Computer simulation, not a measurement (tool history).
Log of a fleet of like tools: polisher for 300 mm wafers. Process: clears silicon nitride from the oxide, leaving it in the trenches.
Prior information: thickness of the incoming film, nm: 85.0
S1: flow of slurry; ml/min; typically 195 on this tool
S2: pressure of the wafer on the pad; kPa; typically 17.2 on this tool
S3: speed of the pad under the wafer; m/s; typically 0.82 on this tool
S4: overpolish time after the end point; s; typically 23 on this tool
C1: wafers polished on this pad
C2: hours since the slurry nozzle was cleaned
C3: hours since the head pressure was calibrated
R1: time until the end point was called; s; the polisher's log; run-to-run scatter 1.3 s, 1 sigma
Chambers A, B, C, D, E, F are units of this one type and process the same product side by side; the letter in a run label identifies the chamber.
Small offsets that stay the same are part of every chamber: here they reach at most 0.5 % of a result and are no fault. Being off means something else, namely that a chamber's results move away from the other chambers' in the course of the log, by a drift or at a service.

run	hour	S1	S2	S3	S4	C1	C2	C3	R1
# hour 2.1: chamber F: head pressure recalibrated
# hour 3.4: chamber B: head pressure recalibrated
1A	7.8	195	17.2	0.82	23	1019	130.2	387.8	115.12
# hour 13.0: chamber B: worn pad replaced by a new one
# hour 14.6: chamber D: worn pad replaced by a new one
2D	17.8	195	17.2	0.82	23	23	46.2	255.3	114.16
3B	28.6	195	17.2	0.82	23	114	195.9	25.3	114.43
4C	39.1	195	17.2	0.82	23	684	73.5	133.1	115.56
5E	50.6	195	17.2	0.82	23	655	267.6	1020.5	113.68
# hour 56.2: chamber A: worn pad replaced by a new one
6F	58.7	195	17.2	0.82	23	605	582.5	56.6	114.80
# hour 59.1: chamber C: worn pad replaced by a new one
7F	74.1	195	17.2	0.82	23	718	597.9	72.0	112.93
8E	87.2	195	17.2	0.82	23	923	304.2	1057.1	113.43
# hour 89.8: chamber D: worn pad replaced by a new one
# hour 95.1: chamber E: head pressure recalibrated
9A	97.6	195	17.2	0.82	23	302	220.0	477.6	113.57
10D	105.5	195	17.2	0.66	23	115	133.9	343.0	142.11
11B	116.5	195	17.2	0.66	23	756	283.8	113.2	142.40
12C	131.5	195	17.2	0.66	23	529	165.9	225.5	144.43
13B	143.2	195	17.2	0.66	23	952	310.5	139.9	139.62
# hour 143.6: chamber B: worn pad replaced by a new one
14C	150.1	195	17.2	0.66	23	665	184.5	244.1	142.48
15F	165.2	195	17.2	0.66	23	1384	689.0	163.1	140.78
# hour 168.0: chamber F: worn pad replaced by a new one
16A	175.6	195	17.2	0.82	23	873	298.0	555.6	117.54
# hour 178.8: chamber D: worn pad replaced by a new one
# hour 179.3: chamber D: slurry nozzle cleaned
17E	190.7	195	17.2	0.82	23	1679	407.7	95.6	117.41
18D	200.5	195	17.2	0.82	23	158	21.2	438.0	114.96
# hour 205.7: chamber C: worn pad replaced by a new one
19D	207.3	195	17.2	0.82	23	208	28.0	444.8	113.58
20F	221.0	195	17.2	0.82	23	387	744.8	218.9	114.74
21A	232.2	195	17.2	0.82	23	1286	354.6	612.2	115.34
22C	240.2	195	17.2	0.82	23	252	274.6	334.2	118.60
23E	248.3	195	17.2	0.92	29	2100	465.3	153.2	105.54
# hour 248.9: chamber A: worn pad replaced by a new one
24B	257.2	195	17.2	0.92	29	830	424.5	253.9	101.72
# hour 262.0: chamber D: worn pad replaced by a new one
25E	265.2	195	17.2	0.92	29	2224	482.2	170.1	106.97
26D	277.5	195	17.2	0.92	29	113	98.2	515.0	103.69
27A	288.1	195	17.2	0.92	29	286	410.5	668.1	100.29
28C	295.7	195	17.2	0.92	29	657	330.1	389.7	101.06
# hour 295.8: chamber B: worn pad replaced by a new one
29B	303.8	195	17.2	0.82	23	58	471.1	300.5	115.02
# hour 307.6: chamber F: slurry nozzle cleaned
30F	311.1	195	17.2	0.82	23	1046	3.5	309.0	114.05
31E	325.9	195	17.2	0.82	23	2667	542.9	230.8	120.85
# hour 331.1: chamber C: worn pad replaced by a new one
32F	337.1	195	17.2	0.82	23	1236	29.5	335.0	113.93
# hour 346.1: chamber D: worn pad replaced by a new one
33D	347.8	195	17.2	0.58	36	13	168.5	585.3	161.57
34B	360.3	195	17.2	0.58	36	471	527.6	357.0	159.67
35A	367.3	195	17.2	0.58	36	865	489.7	747.3	162.15
36C	377.3	195	17.2	0.58	36	338	411.7	471.3	161.23
37A	389.4	195	17.2	0.58	36	1027	511.8	769.4	163.45

Next, every chamber runs the same settings. What will each give?
38A	400.6	265	17.2	0.82	23				?
38B	400.6	265	17.2	0.82	23				?
38C	400.6	265	17.2	0.82	23				?
38D	400.6	265	17.2	0.82	23				?
38E	400.6	265	17.2	0.82	23				?
38F	400.6	265	17.2	0.82	23				?

run	R1
38A	111.46
38B	109.30
38C	111.48
38D	110.50
38E	117.39
38F	110.25

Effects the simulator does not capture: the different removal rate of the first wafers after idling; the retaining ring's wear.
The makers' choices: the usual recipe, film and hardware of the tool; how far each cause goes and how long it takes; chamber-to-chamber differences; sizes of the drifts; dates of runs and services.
